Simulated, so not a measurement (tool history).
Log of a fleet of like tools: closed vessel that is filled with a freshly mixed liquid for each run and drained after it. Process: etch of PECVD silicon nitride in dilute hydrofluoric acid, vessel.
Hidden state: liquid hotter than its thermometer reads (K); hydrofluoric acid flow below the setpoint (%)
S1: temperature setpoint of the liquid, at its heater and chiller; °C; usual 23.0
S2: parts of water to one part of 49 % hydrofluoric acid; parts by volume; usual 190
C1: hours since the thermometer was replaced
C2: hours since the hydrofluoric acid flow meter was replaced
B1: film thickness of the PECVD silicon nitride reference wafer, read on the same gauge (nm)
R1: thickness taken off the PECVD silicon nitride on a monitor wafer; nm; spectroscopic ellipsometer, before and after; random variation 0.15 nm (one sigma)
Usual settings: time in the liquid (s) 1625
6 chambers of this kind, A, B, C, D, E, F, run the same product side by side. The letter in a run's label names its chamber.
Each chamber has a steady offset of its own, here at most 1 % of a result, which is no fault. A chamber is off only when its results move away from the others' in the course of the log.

run 1F hour=6.2 | S1=23.0 S2=190 time_in_the_liquid_(s)=1625 | C1=463.4 C2=938.9 | B1=90.005 | R1=22.0190
run 2D hour=13.3 | S1=23.0 S2=190 time_in_the_liquid_(s)=1625 | C1=1102.6 C2=521.5 | B1=89.997 | R1=22.2570
run 3A hour=22.0 | S1=23.0 S2=190 time_in_the_liquid_(s)=1625 | C1=179.3 C2=336.5 | B1=89.985 | R1=22.6880
run 4E hour=33.8 | S1=23.0 S2=190 time_in_the_liquid_(s)=1625 | C1=300.8 C2=653.5 | B1=89.984 | R1=22.7560
run 5B hour=40.9 | S1=23.0 S2=190 time_in_the_liquid_(s)=1625 | C1=2340.8 C2=1243.2 | B1=90.006 | R1=22.2570
run 6C hour=48.6 | S1=23.0 S2=190 time_in_the_liquid_(s)=1625 | C1=1256.9 C2=384.4 | B1=90.013 | R1=22.9820
run 7F hour=56.8 | S1=23.0 S2=190 time_in_the_liquid_(s)=1625 | C1=514.0 C2=989.5 | B1=90.011 | R1=22.4190
run 8C hour=65.4 | S1=23.0 S2=190 time_in_the_liquid_(s)=1625 | C1=1273.7 C2=401.2 | B1=90.000 | R1=22.5150
run 9B hour=74.1 | S1=23.0 S2=190 time_in_the_liquid_(s)=1625 | C1=2374.0 C2=1276.4 | B1=90.002 | R1=22.5350
run 10A hour=84.1 | S1=23.0 S2=190 time_in_the_liquid_(s)=1625 | C1=241.4 C2=398.6 | B1=90.004 | R1=22.7940
run 11E hour=96.1 | S1=23.0 S2=120 time_in_the_liquid_(s)=1990 | C1=363.1 C2=715.8 | B1=90.009 | R1=43.4960
run 12D hour=107.7 | S1=23.0 S2=120 time_in_the_liquid_(s)=1990 | C1=1197.0 C2=615.9 | B1=89.962 | R1=43.3670
run 13F hour=115.9 | S1=23.0 S2=120 time_in_the_liquid_(s)=1990 | C1=573.1 C2=1048.6 | B1=90.005 | R1=42.3740
run 14E hour=127.6 | S1=23.0 S2=120 time_in_the_liquid_(s)=1990 | C1=394.6 C2=747.3 | B1=90.000 | R1=43.6100
run 15A hour=134.3 | S1=23.0 S2=120 time_in_the_liquid_(s)=1990 | C1=291.6 C2=448.8 | B1=90.027 | R1=43.7700
run 16B hour=139.8 | S1=23.0 S2=120 time_in_the_liquid_(s)=1990 | C1=2439.7 C2=1342.1 | B1=89.995 | R1=43.5740
run 17C hour=147.0 | S1=23.0 S2=190 time_in_the_liquid_(s)=1625 | C1=1355.3 C2=482.8 | B1=90.003 | R1=23.0870
run 18D hour=156.5 | S1=23.0 S2=190 time_in_the_liquid_(s)=1625 | C1=1245.8 C2=664.7 | B1=90.001 | R1=22.7730
run 19E hour=164.9 | S1=19.0 S2=190 time_in_the_liquid_(s)=710 | C1=431.9 C2=784.6 | B1=90.004 | R1=7.5866
-- hour=168.4 chamber C: hydrofluoric acid flow meter replaced
run 20B hour=173.5 | S1=19.0 S2=190 time_in_the_liquid_(s)=710 | C1=2473.4 C2=1375.8 | B1=89.965 | R1=7.5935
run 21C hour=182.2 | S1=19.0 S2=190 time_in_the_liquid_(s)=710 | C1=1390.5 C2=13.8 | B1=89.997 | R1=7.8829
run 22A hour=191.0 | S1=19.0 S2=190 time_in_the_liquid_(s)=710 | C1=348.3 C2=505.5 | B1=90.004 | R1=7.6438
-- hour=200.1 chamber E: hydrofluoric acid flow meter replaced
run 23F hour=203.5 | S1=19.0 S2=190 time_in_the_liquid_(s)=710 | C1=660.7 C2=1136.2 | B1=90.016 | R1=7.4560
run 24D hour=213.5 | S1=19.0 S2=190 time_in_the_liquid_(s)=710 | C1=1302.8 C2=721.7 | B1=89.982 | R1=7.4871
run 25C hour=224.2 | S1=23.0 S2=190 time_in_the_liquid_(s)=1625 | C1=1432.5 C2=55.8 | B1=90.004 | R1=23.6760
-- hour=224.5 chamber B: thermometer replaced
run 26E hour=230.7 | S1=23.0 S2=190 time_in_the_liquid_(s)=1625 | C1=497.7 C2=30.6 | B1=90.006 | R1=22.6870
run 27D hour=238.8 | S1=23.0 S2=190 time_in_the_liquid_(s)=1625 | C1=1328.1 C2=747.0 | B1=89.996 | R1=22.2740
-- hour=241.1 chamber F: hydrofluoric acid flow meter replaced
run 28F hour=245.4 | S1=23.0 S2=190 time_in_the_liquid_(s)=1625 | C1=702.6 C2=4.3 | B1=90.014 | R1=22.2740
run 29A hour=256.4 | S1=23.0 S2=190 time_in_the_liquid_(s)=1625 | C1=413.7 C2=570.9 | B1=90.002 | R1=22.5490
run 30B hour=265.6 | S1=23.0 S2=190 time_in_the_liquid_(s)=1625 | C1=41.1 C2=1467.9 | B1=89.986 | R1=22.3290
run 31A hour=273.1 | S1=23.0 S2=190 time_in_the_liquid_(s)=1625 | C1=430.4 C2=587.6 | B1=89.973 | R1=22.5870
run 32C hour=281.2 | S1=23.0 S2=190 time_in_the_liquid_(s)=1625 | C1=1489.5 C2=112.8 | B1=90.008 | R1=23.8450
run 33B hour=293.0 | S1=23.0 S2=190 time_in_the_liquid_(s)=1625 | C1=68.5 C2=1495.3 | B1=89.981 | R1=22.0810
run 34D hour=304.4 | S1=23.0 S2=190 time_in_the_liquid_(s)=1625 | C1=1393.7 C2=812.6 | B1=89.987 | R1=22.3560
run 35F hour=312.3 | S1=20.0 S2=190 time_in_the_liquid_(s)=1625 | C1=769.5 C2=71.2 | B1=90.011 | R1=18.3990
run 36E hour=319.6 | S1=20.0 S2=190 time_in_the_liquid_(s)=1625 | C1=586.6 C2=119.5 | B1=90.011 | R1=18.6310
run 37B hour=329.1 | S1=20.0 S2=190 time_in_the_liquid_(s)=1625 | C1=104.6 C2=1531.4 | B1=89.961 | R1=18.5260
run 38D hour=339.9 | S1=20.0 S2=190 time_in_the_liquid_(s)=1625 | C1=1429.2 C2=848.1 | B1=90.006 | R1=18.3600
run 39C hour=345.9 | S1=20.0 S2=190 time_in_the_liquid_(s)=1625 | C1=1554.2 C2=177.5 | B1=90.017 | R1=19.7930
run 40F hour=352.0 | S1=20.0 S2=190 time_in_the_liquid_(s)=1625 | C1=809.2 C2=110.9 | B1=90.008 | R1=18.3290
run 41E hour=360.2 | S1=23.0 S2=190 time_in_the_liquid_(s)=1625 | C1=627.2 C2=160.1 | B1=90.027 | R1=22.6890
run 42A hour=368.4 | S1=23.0 S2=190 time_in_the_liquid_(s)=1625 | C1=525.7 C2=682.9 | B1=90.011 | R1=22.5310
run 43E hour=374.6 | S1=21.0 S2=190 time_in_the_liquid_(s)=950 | C1=641.6 C2=174.5 | B1=90.013 | R1=11.7970
run 44B hour=386.9 | S1=21.0 S2=190 time_in_the_liquid_(s)=950 | C1=162.4 C2=1589.2 | B1=90.021 | R1=11.3750

All 6 chambers run these settings next. Forecast each chamber's results:
run 45A hour=395.8 | S1=18.5 S2=190 time_in_the_liquid_(s)=1625 | R1=?
run 45B hour=395.8 | S1=18.5 S2=190 time_in_the_liquid_(s)=1625 | R1=?
run 45C hour=395.8 | S1=18.5 S2=190 time_in_the_liquid_(s)=1625 | R1=?
run 45D hour=395.8 | S1=18.5 S2=190 time_in_the_liquid_(s)=1625 | R1=?
run 45E hour=395.8 | S1=18.5 S2=190 time_in_the_liquid_(s)=1625 | R1=?
run 45F hour=395.8 | S1=18.5 S2=190 time_in_the_liquid_(s)=1625 | R1=?

run=45A R1=16.9550
run=45B R1=16.5270
run=45C R1=18.0670
run=45D R1=16.5450
run=45E R1=16.9220
run=45F R1=16.5600
